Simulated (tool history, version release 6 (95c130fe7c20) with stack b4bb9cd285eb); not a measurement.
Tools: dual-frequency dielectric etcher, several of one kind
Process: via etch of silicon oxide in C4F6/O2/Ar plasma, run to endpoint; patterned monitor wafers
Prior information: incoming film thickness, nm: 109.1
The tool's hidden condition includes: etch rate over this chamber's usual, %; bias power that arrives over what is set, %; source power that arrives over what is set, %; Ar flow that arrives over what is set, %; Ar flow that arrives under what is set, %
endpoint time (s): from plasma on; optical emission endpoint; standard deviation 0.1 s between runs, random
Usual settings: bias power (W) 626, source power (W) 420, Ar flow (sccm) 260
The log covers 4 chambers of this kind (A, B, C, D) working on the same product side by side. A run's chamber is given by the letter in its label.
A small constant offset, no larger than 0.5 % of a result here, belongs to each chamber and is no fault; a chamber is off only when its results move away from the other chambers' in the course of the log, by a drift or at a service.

run,day,bias power (W),source power (W),Ar flow (sccm),hours since the last wet clean,hours since the last bias power generator calibration,hours since the last source power generator calibration,hours since the last Ar flow controller change,endpoint time (s)
1B,0.242,626,420,260,290.9,999.4,1338.6,312.2,21.160
# day 0.333: chamber A: Ar flow controller replaced
2D,0.488,626,420,260,100.2,1465.2,4056.3,3792.1,21.356
3C,0.788,626,420,260,324.0,894.5,4100.3,462.9,21.233
4A,1.112,626,420,260,303.5,579.7,2404.4,18.8,21.197
5B,1.288,626,420,260,316.0,1024.5,1363.7,337.3,21.353
6D,1.517,626,420,260,124.9,1489.9,4081.0,3816.8,21.355
7A,1.846,626,420,260,321.1,597.3,2422.0,36.4,21.291
8C,2.108,626,420,260,355.7,926.2,4132.0,494.6,21.088
9C,2.450,626,420,260,363.9,934.4,4140.2,502.8,21.133
10B,2.646,626,420,260,348.6,1057.1,1396.3,369.9,21.316
11D,2.979,626,420,260,160.0,1525.0,4116.1,3851.9,21.496
12A,3.233,626,420,260,354.4,630.6,2455.3,69.7,21.130
13A,3.462,626,420,260,359.9,636.1,2460.8,75.2,21.414
14B,3.654,626,420,260,372.8,1081.3,1420.5,394.1,21.231
15C,3.858,626,420,260,397.7,968.2,4174.0,536.6,20.615
16D,4.038,704,420,300,185.4,1550.4,4141.5,3877.3,20.700
17A,4.188,704,420,300,377.3,653.5,2478.2,92.6,20.525
18C,4.446,704,420,300,411.8,982.3,4188.1,550.7,20.143
19D,4.662,704,420,300,200.4,1565.4,4156.5,3892.3,20.599
20B,4.817,626,420,260,400.7,1109.2,1448.4,422.0,21.236
21A,5.083,626,370,260,398.8,675.0,2499.7,114.1,22.118
22C,5.296,626,370,260,432.2,1002.7,4208.5,571.1,21.477
23B,5.538,626,370,260,418.0,1126.5,1465.7,439.3,22.307
24D,5.858,626,370,260,229.1,1594.1,4185.2,3921.0,22.062
25A,6.133,626,420,260,424.0,700.2,2524.9,139.3,21.326
26D,6.304,626,420,260,239.8,1604.8,4195.9,3931.7,21.219

One chamber off, gauge drift, or nothing amiss beyond the chambers' own small offsets? If it is a chamber, which one, and what is the likeliest cause?

One chamber, C, drifts off from the rest bit by bit.
Most likely cause: etch rate over this chamber's usual, % = 5.49.

Here are 4 candidates for chamber C's next run, each the usual settings with a change, their results left as question marks. Which one brings its results back in line with what the others give on the usual settings?
To be in line, a result may differ from the other chambers' mean on the usual settings by at most: endpoint time (s) 0.360
27C-1,6.554,626,420,213,,,,,?
27C-2,6.554,583,400,265,,,,,?
27C-3,6.554,593,420,260,,,,,?
27C-4,6.554,669,440,255,,,,,?

The mean the other chambers reach with the usual settings: endpoint time (s) 21.238
run,endpoint time (s)
27C-1,19.719
27C-2,21.157
27C-3,20.596
27C-4,19.271
With 27C-2, the chamber falls back in line with the rest.
